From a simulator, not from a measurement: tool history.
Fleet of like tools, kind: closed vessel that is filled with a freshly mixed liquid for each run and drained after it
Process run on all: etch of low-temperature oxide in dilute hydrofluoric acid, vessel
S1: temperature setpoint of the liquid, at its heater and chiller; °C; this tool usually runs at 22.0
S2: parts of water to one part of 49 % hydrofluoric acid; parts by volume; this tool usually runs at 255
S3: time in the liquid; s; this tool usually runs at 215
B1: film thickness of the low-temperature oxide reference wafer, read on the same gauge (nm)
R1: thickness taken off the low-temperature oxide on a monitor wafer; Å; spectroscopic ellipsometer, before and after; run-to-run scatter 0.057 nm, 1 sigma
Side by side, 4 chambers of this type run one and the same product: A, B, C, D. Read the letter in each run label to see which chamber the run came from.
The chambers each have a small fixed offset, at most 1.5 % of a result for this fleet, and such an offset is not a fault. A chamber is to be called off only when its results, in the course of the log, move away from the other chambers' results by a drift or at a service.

run 1C day=0.158 | S1=22.0 S2=255 S3=215 | B1=90.018 | R1=69.898
run 2D day=0.271 | S1=22.0 S2=255 S3=215 | B1=89.989 | R1=70.918
run 3B day=0.371 | S1=22.0 S2=255 S3=215 | B1=89.990 | R1=70.349
run 4A day=0.517 | S1=22.0 S2=255 S3=215 | B1=89.989 | R1=70.891
run 5A day=0.679 | S1=22.0 S2=255 S3=215 | B1=89.996 | R1=70.703
run 6C day=0.812 | S1=22.0 S2=255 S3=215 | B1=89.999 | R1=68.655
run 7D day=0.908 | S1=22.0 S2=255 S3=215 | B1=90.005 | R1=69.210
run 8B day=1.050 | S1=22.0 S2=255 S3=215 | B1=89.991 | R1=69.368
run 9A day=1.162 | S1=22.0 S2=255 S3=215 | B1=90.014 | R1=70.896
run 10B day=1.246 | S1=22.0 S2=255 S3=215 | B1=89.994 | R1=69.318
run 11D day=1.358 | S1=22.0 S2=255 S3=215 | B1=90.011 | R1=69.563
run 12C day=1.517 | S1=22.0 S2=255 S3=215 | B1=89.997 | R1=69.128
run 13C day=1.696 | S1=22.0 S2=255 S3=215 | B1=89.998 | R1=68.011
run 14B day=1.804 | S1=22.0 S2=255 S3=215 | B1=89.988 | R1=70.683
run 15D day=1.988 | S1=22.0 S2=255 S3=215 | B1=89.991 | R1=69.170
run 16A day=2.158 | S1=22.0 S2=255 S3=215 | B1=90.003 | R1=70.061
run 17A day=2.250 | S1=25.0 S2=255 S3=295 | B1=90.006 | R1=107.040
run 18C day=2.375 | S1=25.0 S2=255 S3=295 | B1=90.013 | R1=100.340
run 19B day=2.462 | S1=25.0 S2=255 S3=295 | B1=89.990 | R1=105.130
run 20D day=2.550 | S1=25.0 S2=255 S3=295 | B1=89.982 | R1=106.520
run 21C day=2.738 | S1=22.0 S2=255 S3=215 | B1=89.993 | R1=66.305
run 22A day=2.912 | S1=22.0 S2=255 S3=215 | B1=89.997 | R1=69.719
run 23B day=3.092 | S1=19.5 S2=255 S3=215 | B1=89.996 | R1=63.637
run 24D day=3.250 | S1=19.5 S2=255 S3=215 | B1=89.991 | R1=62.408
run 25B day=3.421 | S1=19.5 S2=255 S3=215 | B1=90.001 | R1=63.751

For the next run the whole fleet of 4 chambers uses the same settings. Give each chamber's results:
run 26A day=3.558 | S1=22.0 S2=255 S3=260 | R1=?
run 26B day=3.558 | S1=22.0 S2=255 S3=260 | R1=?
run 26C day=3.558 | S1=22.0 S2=255 S3=260 | R1=?
run 26D day=3.558 | S1=22.0 S2=255 S3=260 | R1=?

run=26A R1=85.093
run=26B R1=84.832
run=26C R1=77.850
run=26D R1=83.784
